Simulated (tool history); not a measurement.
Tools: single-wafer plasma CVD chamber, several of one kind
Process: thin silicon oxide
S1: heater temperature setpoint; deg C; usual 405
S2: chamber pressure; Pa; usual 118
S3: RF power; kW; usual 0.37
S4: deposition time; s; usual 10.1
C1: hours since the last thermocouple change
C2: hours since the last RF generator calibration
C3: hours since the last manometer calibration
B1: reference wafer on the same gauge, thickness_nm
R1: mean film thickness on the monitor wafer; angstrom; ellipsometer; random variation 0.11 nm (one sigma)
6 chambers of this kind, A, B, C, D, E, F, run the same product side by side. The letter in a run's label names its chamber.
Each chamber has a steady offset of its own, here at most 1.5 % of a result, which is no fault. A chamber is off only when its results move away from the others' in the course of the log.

run,hour,S1,S2,S3,S4,C1,C2,C3,B1,R1
1D,5.9,405,118,0.37,10.1,855.3,687.4,827.3,20.005,217.12
2F,18.6,405,118,0.37,10.1,250.3,1710.2,969.9,20.001,221.89
3A,28,405,118,0.37,10.1,82.5,989.7,1142.5,19.999,221.3
4C,35,405,118,0.37,10.1,947.3,1210.8,315.1,19.977,220.34
5B,44,405,144.5,0.44,10.1,602.6,1213.9,229.3,20.011,271.18
6E,50.6,405,144.5,0.44,10.1,2400.7,832.5,1653,19.985,272.77
7F,57.7,405,144.5,0.44,10.1,289.4,1749.3,1009,19.963,274.7
8D,69.2,405,144.5,0.44,10.1,918.6,750.7,890.6,20.004,266.86
9C,76,405,144.5,0.44,10.1,988.3,1251.8,356.1,20.021,269.47
# hour 78.1: chamber D: capacitance manometer re-zeroed and calibrated
10E,82.3,405,144.5,0.44,10.1,2432.4,864.2,1684.7,20.022,273.9
11A,94.2,405,118,0.37,10.1,148.7,1055.9,1208.7,20.014,223.21
# hour 99.1: chamber F: RF generator calibrated
12B,103.7,393,118,0.37,10.8,662.3,1273.6,289,20.01,236.86
13C,109.8,393,118,0.37,10.8,1022.1,1285.6,389.9,20.025,234.97
14E,120.3,393,118,0.37,10.8,2470.4,902.2,1722.7,20.003,237.04
15A,126.6,393,118,0.37,10.8,181.1,1088.3,1241.1,19.986,238.26
16F,132.8,393,118,0.37,10.8,364.5,33.8,1084.1,19.977,236.85
17D,140.9,393,118,0.37,10.8,990.3,822.4,62.8,20.008,235.29
# hour 143.7: chamber E: thermocouple changed; heater temperature recalibrated
18B,153.8,405,118,0.37,10.1,712.4,1323.7,339.1,20.018,218.86
19A,160.2,405,118,0.37,10.1,214.7,1121.9,1274.7,19.996,222.68
20E,166.5,405,118,0.37,10.1,22.9,948.4,1768.9,20.017,220.34
21B,172.3,405,118,0.37,10.1,730.9,1342.2,357.6,20.006,217.84
22F,179.7,405,118,0.37,10.1,411.4,80.7,1131,20.01,219.92
23D,186,405,118,0.37,10.1,1035.4,867.5,107.9,19.99,219.7
24C,196.3,405,118,0.37,10.1,1108.6,1372.1,476.4,20.004,216.57
25D,203.5,405,118,0.37,10.1,1052.9,885,125.4,20.023,217.26
26C,210.5,412,118,0.37,10.1,1122.8,1386.3,490.6,20.016,216.87
# hour 213.9: chamber D: RF generator calibrated
27A,217.9,412,118,0.37,10.1,272.4,1179.6,1332.4,19.999,222.6
28F,225,412,118,0.37,10.1,456.7,126,1176.3,20.018,220.3
29B,236.2,412,118,0.37,10.1,794.8,1406.1,421.5,19.987,218.09
30E,248.8,412,118,0.37,10.1,105.2,1030.7,1851.2,19.999,218.79
31D,258.3,412,118,0.37,10.1,1107.7,44.5,180.2,20,216.64
32F,266.8,405,118,0.37,10.1,498.5,167.8,1218.1,20.014,221.11
33A,278.8,405,118,0.37,10.1,333.3,1240.5,1393.3,20.001,223.31
34B,289.2,405,118,0.37,10.1,847.8,1459.1,474.5,19.998,219.04
35C,298.6,405,118,0.37,10.1,1210.9,1474.4,578.7,20.022,220.87
36E,307.5,405,118,0.37,10.1,163.9,1089.4,1909.9,19.998,220.49
37C,313.1,405,118,0.37,10.1,1225.4,1488.9,593.2,19.996,217.41

Next, every chamber runs the same settings. What will each give?
38A,322.3,417,118,0.37,10.1,,,,,?
38B,322.3,417,118,0.37,10.1,,,,,?
38C,322.3,417,118,0.37,10.1,,,,,?
38D,322.3,417,118,0.37,10.1,,,,,?
38E,322.3,417,118,0.37,10.1,,,,,?
38F,322.3,417,118,0.37,10.1,,,,,?

run,R1
38A,223.14
38B,216.88
38C,215.81
38D,218.37
38E,218.9
38F,217.85

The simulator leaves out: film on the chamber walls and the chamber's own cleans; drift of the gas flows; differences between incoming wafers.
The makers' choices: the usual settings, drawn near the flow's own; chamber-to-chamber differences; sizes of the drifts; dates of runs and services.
